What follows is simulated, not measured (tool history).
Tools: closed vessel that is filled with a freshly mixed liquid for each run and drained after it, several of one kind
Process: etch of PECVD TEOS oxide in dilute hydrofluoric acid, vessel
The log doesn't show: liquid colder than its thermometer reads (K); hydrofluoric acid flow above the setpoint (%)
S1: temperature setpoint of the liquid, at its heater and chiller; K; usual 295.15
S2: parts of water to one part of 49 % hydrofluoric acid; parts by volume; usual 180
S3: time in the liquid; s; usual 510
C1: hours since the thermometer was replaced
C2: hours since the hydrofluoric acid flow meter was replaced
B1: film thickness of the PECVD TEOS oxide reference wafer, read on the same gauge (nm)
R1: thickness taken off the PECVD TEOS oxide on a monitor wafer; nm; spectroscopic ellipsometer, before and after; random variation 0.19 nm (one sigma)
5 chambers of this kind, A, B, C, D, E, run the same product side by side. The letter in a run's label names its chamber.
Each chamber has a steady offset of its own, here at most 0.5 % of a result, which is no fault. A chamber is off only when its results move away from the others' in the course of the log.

Run 1E, hour 7.2: usual settings; C1 1553.9; C2 1871.8; B1 150. Result: R1 20.72 nm.
At hour 10: chamber B: thermometer replaced.
Run 2D, hour 11.6: usual settings; C1 2117.6; C2 427.6; B1 150. Result: R1 20.192 nm.
Run 3A, hour 16.9: usual settings; C1 1598.5; C2 406.9; B1 150.01. Result: R1 20.319 nm.
Run 4C, hour 22.9: usual settings; C1 541.8; C2 343; B1 150.01. Result: R1 20.649 nm.
Run 5B, hour 30.1: usual settings; C1 20.1; C2 1381.3; B1 150.04. Result: R1 20.625 nm.
Run 6D, hour 37.1: usual settings; C1 2143.1; C2 453.1; B1 149.95. Result: R1 20.536 nm.
Run 7A, hour 41.5: usual settings but S1 291.65 K, S3 240 s; C1 1623.1; C2 431.5; B1 150.04. Result: R1 8.4417 nm.
Run 8B, hour 46.7: usual settings but S1 291.65 K, S3 240 s; C1 36.7; C2 1397.9; B1 150.02. Result: R1 8.4499 nm.
Run 9C, hour 52: usual settings but S1 291.65 K, S3 240 s; C1 570.9; C2 372.1; B1 150.01. Result: R1 8.4774 nm.
Run 10E, hour 57.2: usual settings but S1 291.65 K, S3 240 s; C1 1603.9; C2 1921.8; B1 150.03. Result: R1 8.588 nm.
Run 11B, hour 64.4: usual settings but S1 291.65 K, S3 240 s; C1 54.4; C2 1415.6; B1 150.03. Result: R1 8.509 nm.
Run 12E, hour 69.4: usual settings; C1 1616.1; C2 1934; B1 150.01. Result: R1 20.529 nm.
Run 13D, hour 73.7: usual settings; C1 2179.7; C2 489.7; B1 150.01. Result: R1 20.449 nm.
Run 14A, hour 78.8: usual settings; C1 1660.4; C2 468.8; B1 149.99. Result: R1 20.339 nm.
Run 15C, hour 82.8: usual settings; C1 601.7; C2 402.9; B1 150.03. Result: R1 20.37 nm.
Run 16B, hour 89.3: usual settings; C1 79.3; C2 1440.5; B1 149.96. Result: R1 20.89 nm.
Run 17E, hour 94.8: usual settings; C1 1641.5; C2 1959.4; B1 150.05. Result: R1 20.453 nm.
Run 18A, hour 98.2: usual settings; C1 1679.8; C2 488.2; B1 150.01. Result: R1 20.662 nm.
Run 19C, hour 104.9: usual settings; C1 623.8; C2 425; B1 149.99. Result: R1 20.618 nm.
Run 20D, hour 110.1: usual settings; C1 2216.1; C2 526.1; B1 150.01. Result: R1 20.403 nm.
Run 21E, hour 115.7: usual settings but S1 297.15 K; C1 1662.4; C2 1980.3; B1 150.04. Result: R1 21.794 nm.
Run 22A, hour 122.6: usual settings but S1 297.15 K; C1 1704.2; C2 512.6; B1 150.03. Result: R1 22.17 nm.
Run 23B, hour 127: usual settings but S1 297.15 K; C1 117; C2 1478.2; B1 150. Result: R1 22.283 nm.
Run 24C, hour 131.3: usual settings but S1 297.15 K; C1 650.2; C2 451.4; B1 149.99. Result: R1 22.119 nm.
Run 25D, hour 134.6: usual settings but S1 297.15 K; C1 2240.6; C2 550.6; B1 150. Result: R1 22.331 nm.
Run 26B, hour 140.4: usual settings; C1 130.4; C2 1491.6; B1 150. Result: R1 20.242 nm.
Run 27D, hour 147.6: usual settings; C1 2253.6; C2 563.6; B1 150.01. Result: R1 20.693 nm.
Run 28A, hour 154.5: usual settings; C1 1736.1; C2 544.5; B1 150.02. Result: R1 20.157 nm.
Run 29E, hour 161.7: usual settings; C1 1708.4; C2 2026.3; B1 149.97. Result: R1 19.647 nm.
Run 30C, hour 167.3: usual settings; C1 686.2; C2 487.4; B1 149.98. Result: R1 20.261 nm.
Run 31B, hour 174: usual settings; C1 164; C2 1525.2; B1 150.06. Result: R1 20.375 nm.
Run 32E, hour 180.6: usual settings; C1 1727.3; C2 2045.2; B1 149.98. Result: R1 19.591 nm.
Run 33A, hour 187.8: usual settings; C1 1769.4; C2 577.8; B1 150. Result: R1 20.591 nm.
Run 34D, hour 195.3: usual settings; C1 2301.3; C2 611.3; B1 150.06. Result: R1 20.362 nm.
Run 35C, hour 200.9: usual settings; C1 719.8; C2 521; B1 150.04. Result: R1 20.542 nm.
Run 36E, hour 205.6: usual settings but S2 135 parts by volume, S3 315 s; C1 1752.3; C2 2070.2; B1 149.99. Result: R1 16.497 nm.
Run 37D, hour 212.5: usual settings but S2 135 parts by volume, S3 315 s; C1 2318.5; C2 628.5; B1 150.02. Result: R1 17.831 nm.

Is one chamber off against the others, does the gauge drift, or is nothing wrong? If a chamber is off, say which, and what the likeliest cause is.

Chamber E drifts away from the others.
Cause: liquid colder than its thermometer reads (K) = 1.84.
The log may not tell that from: hydrofluoric acid flow below the setpoint (%).

Here are 4 candidates for chamber E's next run, each the usual settings with a change, their results left as question marks. Which one brings its results back in line with what the others give on the usual settings?
In line means no further than this from the other chambers' mean on the usual settings: R1 0.65 nm
Run 38E-1, hour 217.9: usual settings but S2 185 parts by volume, S3 490 s. Result: R1 ?.
Run 38E-2, hour 217.9: usual settings but S3 505 s. Result: R1 ?.
Run 38E-3, hour 217.9: usual settings but S2 170 parts by volume. Result: R1 ?.
Run 38E-4, hour 217.9: usual settings but S3 515 s. Result: R1 ?.

The other chambers' mean on the usual settings: R1 20.522 nm
  run      R1
38E-1  17.853
38E-2   19.01
38E-3  20.541
38E-4  19.386
38E-3 brings the chamber back in line.
